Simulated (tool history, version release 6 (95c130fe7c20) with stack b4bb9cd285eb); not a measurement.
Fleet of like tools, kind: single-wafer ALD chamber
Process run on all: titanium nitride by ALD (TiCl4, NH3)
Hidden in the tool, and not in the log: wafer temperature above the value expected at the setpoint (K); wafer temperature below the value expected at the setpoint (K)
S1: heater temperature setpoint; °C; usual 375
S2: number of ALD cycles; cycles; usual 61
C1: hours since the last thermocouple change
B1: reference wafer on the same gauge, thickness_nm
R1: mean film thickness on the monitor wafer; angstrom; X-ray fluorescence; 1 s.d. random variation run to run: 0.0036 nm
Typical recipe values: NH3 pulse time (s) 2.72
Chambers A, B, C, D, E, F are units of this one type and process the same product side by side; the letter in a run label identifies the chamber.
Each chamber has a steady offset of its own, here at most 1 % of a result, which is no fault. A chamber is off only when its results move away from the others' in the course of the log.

Run 1D, hour 6.2: usual settings; C1 1344.2; B1 1.5487. Result: R1 13.404 angstrom.
Run 2A, hour 11.1: usual settings; C1 413.4; B1 1.5500. Result: R1 13.335 angstrom.
Run 3F, hour 19.3: usual settings; C1 574.8; B1 1.5497. Result: R1 13.443 angstrom.
Run 4B, hour 28.5: usual settings; C1 1695.4; B1 1.5499. Result: R1 13.458 angstrom.
Run 5E, hour 32.7: usual settings; C1 174.8; B1 1.5504. Result: R1 13.307 angstrom.
Run 6C, hour 41.4: usual settings; C1 1052.0; B1 1.5502. Result: R1 13.344 angstrom.
Run 7A, hour 50.6: usual settings; C1 452.9; B1 1.5487. Result: R1 13.397 angstrom.
Run 8C, hour 58.0: usual settings; C1 1068.6; B1 1.5505. Result: R1 13.364 angstrom.
Run 9B, hour 64.4: usual settings; C1 1731.3; B1 1.5503. Result: R1 13.369 angstrom.
Run 10D, hour 72.9: usual settings; C1 1410.9; B1 1.5501. Result: R1 13.383 angstrom.
Run 11E, hour 81.1: usual settings; C1 223.2; B1 1.5502. Result: R1 13.384 angstrom.
Run 12F, hour 89.9: usual settings; C1 645.4; B1 1.5491. Result: R1 13.439 angstrom.
Run 13A, hour 95.2: usual settings; C1 497.5; B1 1.5501. Result: R1 13.328 angstrom.
Run 14C, hour 103.9: usual settings; C1 1114.5; B1 1.5510. Result: R1 13.347 angstrom.
Run 15F, hour 107.9: usual settings; C1 663.4; B1 1.5505. Result: R1 13.426 angstrom.
Run 16B, hour 112.6: usual settings but S1 363 °C; C1 1779.5; B1 1.5497. Result: R1 13.154 angstrom.
Run 17E, hour 118.7: usual settings but S1 363 °C; C1 260.8; B1 1.5506. Result: R1 13.191 angstrom.
Run 18D, hour 123.6: usual settings but S1 363 °C; C1 1461.6; B1 1.5506. Result: R1 13.142 angstrom.
Run 19F, hour 131.8: usual settings but S1 363 °C; C1 687.3; B1 1.5504. Result: R1 13.221 angstrom.
Run 20B, hour 136.7: usual settings but S1 363 °C; C1 1803.6; B1 1.5512. Result: R1 13.150 angstrom.
Run 21A, hour 142.7: usual settings but S1 363 °C; C1 545.0; B1 1.5488. Result: R1 13.141 angstrom.
Run 22E, hour 149.1: usual settings; C1 291.2; B1 1.5491. Result: R1 13.296 angstrom.
Run 23C, hour 155.2: usual settings; C1 1165.8; B1 1.5504. Result: R1 13.332 angstrom.
Run 24D, hour 159.4: usual settings; C1 1497.4; B1 1.5497. Result: R1 13.354 angstrom.
Run 25C, hour 164.5: usual settings; C1 1175.1; B1 1.5493. Result: R1 13.384 angstrom.
Run 26B, hour 170.2: usual settings; C1 1837.1; B1 1.5498. Result: R1 13.460 angstrom.
Run 27A, hour 179.1: usual settings; C1 581.4; B1 1.5503. Result: R1 13.376 angstrom.
Run 28D, hour 184.0: usual settings but S2 65 cycles; C1 1522.0; B1 1.5507. Result: R1 14.229 angstrom.
Run 29E, hour 191.7: usual settings but S2 65 cycles; C1 333.8; B1 1.5503. Result: R1 14.186 angstrom.
Run 30F, hour 198.2: usual settings but S2 65 cycles; C1 753.7; B1 1.5501. Result: R1 14.379 angstrom.
Run 31C, hour 203.7: usual settings but S2 65 cycles; C1 1214.3; B1 1.5500. Result: R1 14.258 angstrom.
Run 32E, hour 209.8: usual settings but S2 65 cycles; C1 351.9; B1 1.5496. Result: R1 14.173 angstrom.
Run 33A, hour 214.2: usual settings but S2 65 cycles; C1 616.5; B1 1.5498. Result: R1 14.205 angstrom.
Run 34F, hour 221.0: usual settings; C1 776.5; B1 1.5502. Result: R1 13.511 angstrom.
Run 35B, hour 227.4: usual settings; C1 1894.3; B1 1.5507. Result: R1 13.452 angstrom.
Run 36D, hour 231.8: usual settings but S2 69 cycles; C1 1569.8; B1 1.5510. Result: R1 15.145 angstrom.

For the next run the whole fleet of 6 chambers uses the same settings. Give each chamber's results:
Run 37A, hour 238.4: usual settings. Result: R1 ?.
Run 37B, hour 238.4: usual settings. Result: R1 ?.
Run 37C, hour 238.4: usual settings. Result: R1 ?.
Run 37D, hour 238.4: usual settings. Result: R1 ?.
Run 37E, hour 238.4: usual settings. Result: R1 ?.
Run 37F, hour 238.4: usual settings. Result: R1 ?.

run      R1
37A  13.345
37B  13.383
37C  13.401
37D  13.303
37E  13.359
37F  13.444

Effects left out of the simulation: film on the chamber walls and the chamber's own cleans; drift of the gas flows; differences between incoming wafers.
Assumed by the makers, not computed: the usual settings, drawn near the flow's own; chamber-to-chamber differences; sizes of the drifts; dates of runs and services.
